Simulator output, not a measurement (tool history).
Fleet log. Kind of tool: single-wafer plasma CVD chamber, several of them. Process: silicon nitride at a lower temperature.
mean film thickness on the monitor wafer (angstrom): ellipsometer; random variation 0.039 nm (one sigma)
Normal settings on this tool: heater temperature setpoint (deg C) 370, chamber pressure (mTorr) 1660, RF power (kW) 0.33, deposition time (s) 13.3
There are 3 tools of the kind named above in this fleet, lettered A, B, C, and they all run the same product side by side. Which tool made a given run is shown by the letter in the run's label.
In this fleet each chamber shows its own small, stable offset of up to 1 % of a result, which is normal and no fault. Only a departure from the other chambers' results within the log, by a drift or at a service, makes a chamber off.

run,hour,heater temperature setpoint (deg C),chamber pressure (mTorr),RF power (kW),deposition time (s),hours since the last thermocouple change,hours since the last RF generator calibration,hours since the last manometer calibration,"read-back reference wafer on the same gauge, thickness_nm",mean film thickness on the monitor wafer (angstrom)
1C,3.4,370,1660,0.33,13.3,1144.6,825.1,1220.2,15.296,166.34
2A,7.4,370,1660,0.33,13.3,1230.2,1624.5,1408.6,15.298,166.44
3B,10.4,370,1660,0.33,13.3,221.9,845.1,470.8,15.302,168.22
4A,12.4,370,1660,0.33,13.3,1235.2,1629.5,1413.6,15.307,165.79
5B,16.2,379,1660,0.36,13.3,227.7,850.9,476.6,15.301,177.37
6C,19.5,379,1660,0.36,13.3,1160.7,841.2,1236.3,15.309,174.99
7C,23.8,379,1660,0.36,13.3,1165,845.5,1240.6,15.302,174.77
8B,27.1,370,1660,0.33,13.3,238.6,861.8,487.5,15.302,168.13
9A,29.7,370,1660,0.33,13.3,1252.5,1646.8,1430.9,15.297,164.96
10B,34,370,1660,0.33,13.3,245.5,868.7,494.4,15.303,167.49
11A,37,370,1660,0.33,13.3,1259.8,1654.1,1438.2,15.293,165.43
12C,40,370,1660,0.33,13.3,1181.2,861.7,1256.8,15.3,165.5
13B,42.1,370,1660,0.33,13.3,253.6,876.8,502.5,15.289,167.19
14A,44.3,376,1660,0.33,13.3,1267.1,1661.4,1445.5,15.301,165.63
15C,47.8,376,1660,0.33,13.3,1189,869.5,1264.6,15.293,164.55
16C,49.7,376,1660,0.33,13.3,1190.9,871.4,1266.5,15.312,165.41
17B,53.5,370,1660,0.33,13.3,265,888.2,513.9,15.3,167.28
18A,55.5,359,1660,0.33,13.3,1278.3,1672.6,1456.7,15.293,166.51
19A,58.2,359,1660,0.33,13.3,1281,1675.3,1459.4,15.298,165.57
20B,60.1,359,1660,0.33,13.3,271.6,894.8,520.5,15.293,168.67
21C,64.4,370,1660,0.33,13.3,1205.6,886.1,1281.2,15.308,165.13
22A,68.5,370,1660,0.33,13.3,1291.3,1685.6,1469.7,15.301,165.3
23C,71.9,370,1660,0.33,13.3,1213.1,893.6,1288.7,15.3,164.54
24B,75.7,370,1660,0.33,13.3,287.2,910.4,536.1,15.295,168.43
25C,78.7,370,1840,0.33,13.3,1219.9,900.4,1295.5,15.304,168.77
26A,80.8,370,1840,0.33,13.3,1303.6,1697.9,1482,15.305,170.31
27B,83.4,370,1840,0.33,13.3,294.9,918.1,543.8,15.295,173.67
28B,86.4,370,1660,0.33,13.3,297.9,921.1,546.8,15.298,168.44
29A,89.5,370,1870,0.33,13.3,1312.3,1706.6,1490.7,15.302,170.97
30C,91.9,370,1870,0.33,13.3,1233.1,913.6,1308.7,15.299,168.91
31C,95.3,370,1870,0.33,13.3,1236.5,917,1312.1,15.305,168.54
32B,98.9,370,1660,0.33,13.3,310.4,933.6,559.3,15.307,167.65
33A,103,370,1660,0.33,13.3,1325.8,1720.1,1504.2,15.303,165.26
34B,106,370,1660,0.33,13.3,317.5,940.7,566.4,15.299,168.31
35A,108,370,1660,0.33,13.3,1330.8,1725.1,1509.2,15.292,165.29

All chambers now run identical settings, listed one chamber a line with results as question marks. What results will each chamber show?
36A,111.1,370,1910,0.33,13.3,,,,,?
36B,111.1,370,1910,0.33,13.3,,,,,?
36C,111.1,370,1910,0.33,13.3,,,,,?

run,mean film thickness on the monitor wafer (angstrom)
36A,171.73
36B,174.02
36C,169.55
